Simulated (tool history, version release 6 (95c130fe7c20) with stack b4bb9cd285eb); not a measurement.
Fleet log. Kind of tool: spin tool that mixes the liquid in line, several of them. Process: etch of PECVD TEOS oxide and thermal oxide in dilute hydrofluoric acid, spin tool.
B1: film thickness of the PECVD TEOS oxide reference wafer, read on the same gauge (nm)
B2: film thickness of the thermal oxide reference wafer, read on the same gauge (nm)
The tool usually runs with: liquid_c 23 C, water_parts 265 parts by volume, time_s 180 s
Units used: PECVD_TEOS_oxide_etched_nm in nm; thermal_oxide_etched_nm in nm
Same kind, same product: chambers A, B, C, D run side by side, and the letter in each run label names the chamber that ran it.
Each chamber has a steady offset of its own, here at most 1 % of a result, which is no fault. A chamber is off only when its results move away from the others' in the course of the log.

run 1D hour=4.7 | liquid_c=23 water_parts=265 time_s=180 | B1=59.974 B2=150.01 | PECVD_TEOS_oxide_etched_nm=5.5541 thermal_oxide_etched_nm=2.6658
run 2B hour=9.3 | liquid_c=23 water_parts=265 time_s=180 | B1=59.995 B2=150.00 | PECVD_TEOS_oxide_etched_nm=5.6128 thermal_oxide_etched_nm=2.6125
run 3A hour=14.3 | liquid_c=23 water_parts=265 time_s=180 | B1=59.974 B2=149.98 | PECVD_TEOS_oxide_etched_nm=5.5332 thermal_oxide_etched_nm=2.6924
run 4C hour=17.0 | liquid_c=23 water_parts=265 time_s=180 | B1=59.981 B2=150.01 | PECVD_TEOS_oxide_etched_nm=5.5206 thermal_oxide_etched_nm=2.6064
run 5A hour=21.9 | liquid_c=23 water_parts=265 time_s=180 | B1=59.991 B2=150.01 | PECVD_TEOS_oxide_etched_nm=5.5167 thermal_oxide_etched_nm=2.6948
run 6B hour=25.9 | liquid_c=23 water_parts=265 time_s=180 | B1=60.006 B2=150.00 | PECVD_TEOS_oxide_etched_nm=5.6119 thermal_oxide_etched_nm=2.6214
run 7D hour=30.8 | liquid_c=23 water_parts=265 time_s=180 | B1=60.003 B2=150.00 | PECVD_TEOS_oxide_etched_nm=5.5737 thermal_oxide_etched_nm=2.6356
run 8C hour=34.6 | liquid_c=23 water_parts=265 time_s=95 | B1=59.995 B2=150.00 | PECVD_TEOS_oxide_etched_nm=2.9221 thermal_oxide_etched_nm=1.3814
run 9B hour=37.8 | liquid_c=23 water_parts=265 time_s=95 | B1=59.996 B2=149.98 | PECVD_TEOS_oxide_etched_nm=2.9950 thermal_oxide_etched_nm=1.3937
run 10A hour=42.8 | liquid_c=23 water_parts=265 time_s=95 | B1=60.021 B2=150.00 | PECVD_TEOS_oxide_etched_nm=2.9233 thermal_oxide_etched_nm=1.4162
run 11D hour=46.0 | liquid_c=23 water_parts=265 time_s=95 | B1=60.011 B2=150.01 | PECVD_TEOS_oxide_etched_nm=2.9501 thermal_oxide_etched_nm=1.3920
run 12C hour=50.8 | liquid_c=23 water_parts=265 time_s=130 | B1=59.993 B2=150.02 | PECVD_TEOS_oxide_etched_nm=4.0006 thermal_oxide_etched_nm=1.9262
run 13D hour=56.3 | liquid_c=23 water_parts=265 time_s=130 | B1=60.000 B2=150.02 | PECVD_TEOS_oxide_etched_nm=4.0188 thermal_oxide_etched_nm=1.9049
run 14A hour=61.8 | liquid_c=23 water_parts=265 time_s=130 | B1=60.004 B2=149.98 | PECVD_TEOS_oxide_etched_nm=3.9846 thermal_oxide_etched_nm=1.9347
run 15B hour=65.9 | liquid_c=23 water_parts=265 time_s=130 | B1=60.026 B2=149.97 | PECVD_TEOS_oxide_etched_nm=4.0583 thermal_oxide_etched_nm=1.9490
run 16C hour=68.6 | liquid_c=23 water_parts=265 time_s=180 | B1=60.012 B2=150.03 | PECVD_TEOS_oxide_etched_nm=5.5399 thermal_oxide_etched_nm=2.6096
run 17D hour=73.7 | liquid_c=23 water_parts=205 time_s=180 | B1=60.000 B2=149.97 | PECVD_TEOS_oxide_etched_nm=7.6940 thermal_oxide_etched_nm=3.6037
run 18A hour=76.4 | liquid_c=23 water_parts=205 time_s=180 | B1=59.992 B2=150.03 | PECVD_TEOS_oxide_etched_nm=7.5812 thermal_oxide_etched_nm=3.6806
run 19C hour=79.9 | liquid_c=23 water_parts=205 time_s=180 | B1=59.986 B2=150.00 | PECVD_TEOS_oxide_etched_nm=7.6337 thermal_oxide_etched_nm=3.5810
run 20B hour=83.1 | liquid_c=23 water_parts=205 time_s=180 | B1=59.989 B2=150.00 | PECVD_TEOS_oxide_etched_nm=7.7335 thermal_oxide_etched_nm=3.6206
run 21C hour=86.6 | liquid_c=23 water_parts=265 time_s=180 | B1=60.013 B2=150.02 | PECVD_TEOS_oxide_etched_nm=5.5878 thermal_oxide_etched_nm=2.6579
run 22D hour=89.8 | liquid_c=23 water_parts=265 time_s=180 | B1=60.026 B2=149.98 | PECVD_TEOS_oxide_etched_nm=5.5558 thermal_oxide_etched_nm=2.6577
run 23A hour=93.6 | liquid_c=23 water_parts=265 time_s=250 | B1=59.998 B2=150.00 | PECVD_TEOS_oxide_etched_nm=7.6813 thermal_oxide_etched_nm=3.7386
run 24B hour=96.9 | liquid_c=23 water_parts=265 time_s=250 | B1=60.011 B2=150.03 | PECVD_TEOS_oxide_etched_nm=7.8275 thermal_oxide_etched_nm=3.6567
run 25A hour=99.6 | liquid_c=23 water_parts=265 time_s=250 | B1=59.968 B2=149.96 | PECVD_TEOS_oxide_etched_nm=7.6688 thermal_oxide_etched_nm=3.7261
run 26C hour=102.6 | liquid_c=23 water_parts=265 time_s=250 | B1=59.982 B2=150.03 | PECVD_TEOS_oxide_etched_nm=7.6850 thermal_oxide_etched_nm=3.6886
run 27B hour=105.6 | liquid_c=23 water_parts=265 time_s=180 | B1=59.994 B2=149.98 | PECVD_TEOS_oxide_etched_nm=5.6170 thermal_oxide_etched_nm=2.6454
run 28D hour=110.8 | liquid_c=23 water_parts=265 time_s=180 | B1=59.993 B2=150.01 | PECVD_TEOS_oxide_etched_nm=5.5379 thermal_oxide_etched_nm=2.6165

Is one chamber off against the others, does the gauge drift, or is nothing wrong? If a chamber is off, say which, and what the likeliest cause is.

Neither any chamber nor the gauge drifts; the chambers differ only by their own small, steady offsets.
